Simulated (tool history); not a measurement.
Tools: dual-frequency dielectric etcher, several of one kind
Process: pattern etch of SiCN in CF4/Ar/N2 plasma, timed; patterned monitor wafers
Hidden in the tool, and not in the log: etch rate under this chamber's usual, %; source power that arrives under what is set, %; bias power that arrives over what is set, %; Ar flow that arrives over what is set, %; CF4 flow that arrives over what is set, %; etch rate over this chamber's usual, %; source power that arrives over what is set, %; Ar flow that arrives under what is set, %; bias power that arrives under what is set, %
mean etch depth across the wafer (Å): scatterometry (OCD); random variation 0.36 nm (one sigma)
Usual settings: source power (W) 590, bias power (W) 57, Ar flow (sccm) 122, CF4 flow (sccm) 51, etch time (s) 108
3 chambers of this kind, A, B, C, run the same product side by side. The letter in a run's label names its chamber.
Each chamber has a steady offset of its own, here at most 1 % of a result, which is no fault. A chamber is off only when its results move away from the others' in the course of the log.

run	hour	source power (W)	bias power (W)	Ar flow (sccm)	CF4 flow (sccm)	etch time (s)	hours since the last wet clean	hours since the last source power generator calibration	hours since the last bias power generator calibration	hours since the last Ar flow controller change	hours since the last CF4 flow controller change	read-back reference wafer on the same gauge, depth_nm	mean etch depth across the wafer (Å)
1B	6.4	590	57	122	51	108	429.2	2309.1	1820.6	1129.2	39.3	80.752	998.41
2A	11.9	590	57	122	51	108	120.9	84.2	1348.4	1317.9	463.6	80.802	1006.8
3C	21.3	590	57	122	51	108	353.3	1138.5	1739.4	960.2	2439.7	80.835	990.17
4A	32.8	590	57	122	51	108	141.8	105.1	1369.3	1338.8	484.5	80.862	1005.8
5B	44.6	590	57	122	51	108	467.4	2347.3	1858.8	1167.4	77.5	80.799	998.49
# hour 49.5: chamber B: bias power generator calibrated
6C	53	590	62	122	51	108	385	1170.2	1771.1	991.9	2471.4	80.824	1019.3
7A	65.1	590	62	122	51	108	174.1	137.4	1401.6	1371.1	516.8	80.762	1032.1
# hour 66.4: chamber C: wet clean of the chamber
8C	75.8	590	62	122	51	108	9.5	1193	1793.9	1014.7	2494.2	80.734	1023
9B	85.9	590	57	122	51	108	508.7	2388.6	36.5	1208.7	118.8	80.832	1001.8
10A	97.3	590	57	122	51	108	206.3	169.6	1433.8	1403.3	549	80.833	1010.2
11C	109	590	57	122	51	108	42.7	1226.2	1827.1	1047.9	2527.4	80.793	992.58
12B	117.7	590	57	122	51	108	540.5	2420.4	68.3	1240.5	150.6	80.776	989.35
13C	128.7	590	57	122	51	108	62.4	1245.9	1846.8	1067.6	2547.1	80.841	987.86
14A	136.2	590	57	122	51	108	245.2	208.5	1472.7	1442.2	587.9	80.799	999.98
15B	143.1	590	57	122	51	108	565.9	2445.8	93.7	1265.9	176	80.73	996.62
16A	153.8	590	57	122	51	108	262.8	226.1	1490.3	1459.8	605.5	80.873	1000.7
17B	162.3	590	57	122	51	108	585.1	2465	112.9	1285.1	195.2	80.802	998.52
18C	172.6	590	57	122	51	108	106.3	1289.8	1890.7	1111.5	2591	80.762	985.74
19C	182.8	590	57	122	51	108	116.5	1300	1900.9	1121.7	2601.2	80.802	988.78
20A	190.8	590	57	122	51	108	299.8	263.1	1527.3	1496.8	642.5	80.808	1002.7
21B	203.4	590	57	122	51	108	626.2	2506.1	154	1326.2	236.3	80.906	1001
22C	211.8	590	57	122	51	108	145.5	1329	1929.9	1150.7	2630.2	80.774	989.24
23B	224.1	590	57	122	51	108	646.9	2526.8	174.7	1346.9	257	80.803	1002.5
# hour 224.4: chamber A: wet clean of the chamber
24A	234.2	590	57	122	51	108	9.8	306.5	1570.7	1540.2	685.9	80.901	968.82
25C	240.2	590	57	122	51	108	173.9	1357.4	1958.3	1179.1	2658.6	80.838	995.08
# hour 251.9: chamber B: wet clean of the chamber
26A	252.7	590	57	122	51	108	28.3	325	1589.2	1558.7	704.4	80.87	964.81
27B	261.6	590	57	122	51	108	9.7	2564.3	212.2	1384.4	294.5	80.781	997.57
28B	268.2	590	57	122	51	108	16.3	2570.9	218.8	1391	301.1	80.79	1002.4
29C	277.3	590	57	122	51	108	211	1394.5	1995.4	1216.2	2695.7	80.763	993.16
30A	287.1	590	57	122	51	108	62.7	359.4	1623.6	1593.1	738.8	80.879	972.21
31A	294.3	590	57	122	51	108	69.9	366.6	1630.8	1600.3	746	80.856	970.38
32C	302	590	57	122	51	108	235.7	1419.2	2020.1	1240.9	2720.4	80.756	992.64
33B	313.2	590	57	122	51	108	61.3	2615.9	263.8	1436	346.1	80.821	999.64
34C	322.1	590	57	122	51	108	255.8	1439.3	2040.2	1261	2740.5	80.774	987.79
35A	327.6	590	57	122	51	108	103.2	399.9	1664.1	1633.6	779.3	80.84	971.32
36B	335.8	590	57	122	51	108	83.9	2638.5	286.4	1458.6	368.7	80.761	998.84
37A	346.6	590	57	122	51	108	122.2	418.9	1683.1	1652.6	798.3	80.808	964.28
38B	352.4	590	57	122	51	108	100.5	2655.1	303	1475.2	385.3	80.763	1000.4

Next, every chamber runs the same settings. What will each give?
39A	361.4	590	57	122	51	108							?
39B	361.4	590	57	122	51	108							?
39C	361.4	590	57	122	51	108							?

run	mean etch depth across the wafer (Å)
39A	975.78
39B	1000
39C	988.56
